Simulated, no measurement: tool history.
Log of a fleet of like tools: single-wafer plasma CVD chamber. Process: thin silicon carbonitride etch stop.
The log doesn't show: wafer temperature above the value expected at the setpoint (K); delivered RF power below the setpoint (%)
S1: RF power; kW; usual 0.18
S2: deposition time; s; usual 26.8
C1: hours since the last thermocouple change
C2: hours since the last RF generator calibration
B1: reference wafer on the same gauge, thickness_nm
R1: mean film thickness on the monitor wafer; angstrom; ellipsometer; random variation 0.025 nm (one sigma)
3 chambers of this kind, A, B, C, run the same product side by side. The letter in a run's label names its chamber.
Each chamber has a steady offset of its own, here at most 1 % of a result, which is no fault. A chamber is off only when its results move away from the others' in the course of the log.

| run | hour | S1 | S2 | C1 | C2 | B1 | R1 |
|---|---|---|---|---|---|---|---|
| 1C | 5.7 | 0.18 | 26.8 | 1763 | 1109.1 | 15.1 | 148.12 |
| 2B | 11 | 0.18 | 26.8 | 1754 | 850.1 | 15.111 | 147.1 |
| 3A | 18.8 | 0.18 | 26.8 | 641.4 | 1785.7 | 15.111 | 148.27 |
| 4B | 26.8 | 0.18 | 26.8 | 1769.8 | 865.9 | 15.116 | 147.14 |
| 5C | 34.2 | 0.18 | 26.8 | 1791.5 | 1137.6 | 15.113 | 148.02 |
| 6A | 42.9 | 0.18 | 26.8 | 665.5 | 1809.8 | 15.119 | 148.66 |
| 7B | 51.8 | 0.18 | 26.8 | 1794.8 | 890.9 | 15.128 | 147.04 |
| 8A | 59.9 | 0.18 | 26.8 | 682.5 | 1826.8 | 15.129 | 148.8 |
| 9C | 67.5 | 0.18 | 26.8 | 1824.8 | 1170.9 | 15.127 | 148.35 |
| 10C | 76.4 | 0.18 | 26.8 | 1833.7 | 1179.8 | 15.133 | 148.61 |
| 11B | 82.1 | 0.18 | 26.8 | 1825.1 | 921.2 | 15.139 | 147.28 |
| 12A | 91.1 | 0.18 | 26.8 | 713.7 | 1858 | 15.139 | 148.5 |
| 13B | 95.3 | 0.18 | 26.8 | 1838.3 | 934.4 | 15.138 | 146.83 |
| 14C | 99.7 | 0.18 | 26.8 | 1857 | 1203.1 | 15.148 | 148.69 |
| 15A | 105.9 | 0.18 | 26.8 | 728.5 | 1872.8 | 15.148 | 148.89 |
| 16A | 111.6 | 0.18 | 26.8 | 734.2 | 1878.5 | 15.153 | 149.15 |
| 17C | 117.7 | 0.18 | 26.8 | 1875 | 1221.1 | 15.153 | 148.45 |
| 18B | 126 | 0.18 | 26.8 | 1869 | 965.1 | 15.162 | 147.6 |
| 19B | 134.8 | 0.18 | 26.8 | 1877.8 | 973.9 | 15.164 | 147 |
| 20C | 139.7 | 0.18 | 26.8 | 1897 | 1243.1 | 15.166 | 148.96 |
| 21A | 145 | 0.18 | 26.8 | 767.6 | 1911.9 | 15.164 | 148.7 |
| 22B | 152.8 | 0.18 | 26.8 | 1895.8 | 991.9 | 15.175 | 147.83 |
| 23C | 160.4 | 0.18 | 26.8 | 1917.7 | 1263.8 | 15.171 | 149.18 |
|  | 163.3 | chamber A: RF generator calibrated |
| 24A | 168.4 | 0.18 | 26.8 | 791 | 5.1 | 15.179 | 149.53 |
| 25A | 173 | 0.18 | 26.8 | 795.6 | 9.7 | 15.18 | 149.06 |
| 26B | 178.4 | 0.15 | 29.2 | 1921.4 | 1017.5 | 15.178 | 152.49 |
| 27C | 184.5 | 0.15 | 29.2 | 1941.8 | 1287.9 | 15.186 | 153.84 |
| 28C | 190.1 | 0.15 | 29.2 | 1947.4 | 1293.5 | 15.185 | 154.25 |
| 29A | 195.1 | 0.18 | 26.8 | 817.7 | 31.8 | 15.19 | 149.5 |
| 30B | 199.4 | 0.18 | 26.8 | 1942.4 | 1038.5 | 15.193 | 147.65 |
| 31A | 205.1 | 0.18 | 26.8 | 827.7 | 41.8 | 15.186 | 149.46 |
| 32C | 214 | 0.18 | 26.8 | 1971.3 | 1317.4 | 15.198 | 148.88 |
| 33B | 221.1 | 0.145 | 29.2 | 1964.1 | 1060.2 | 15.192 | 151.54 |
| 34A | 228 | 0.145 | 29.2 | 850.6 | 64.7 | 15.211 | 152.02 |

What goes on in this fleet: one chamber off, a drifting gauge, or nothing beyond the chambers' own small offsets? Name the chamber and the cause, if any.

The gauge drifts, so all chambers seem to drift together. No chamber is off.
Cause: gauge reads high (%) = 0.706.

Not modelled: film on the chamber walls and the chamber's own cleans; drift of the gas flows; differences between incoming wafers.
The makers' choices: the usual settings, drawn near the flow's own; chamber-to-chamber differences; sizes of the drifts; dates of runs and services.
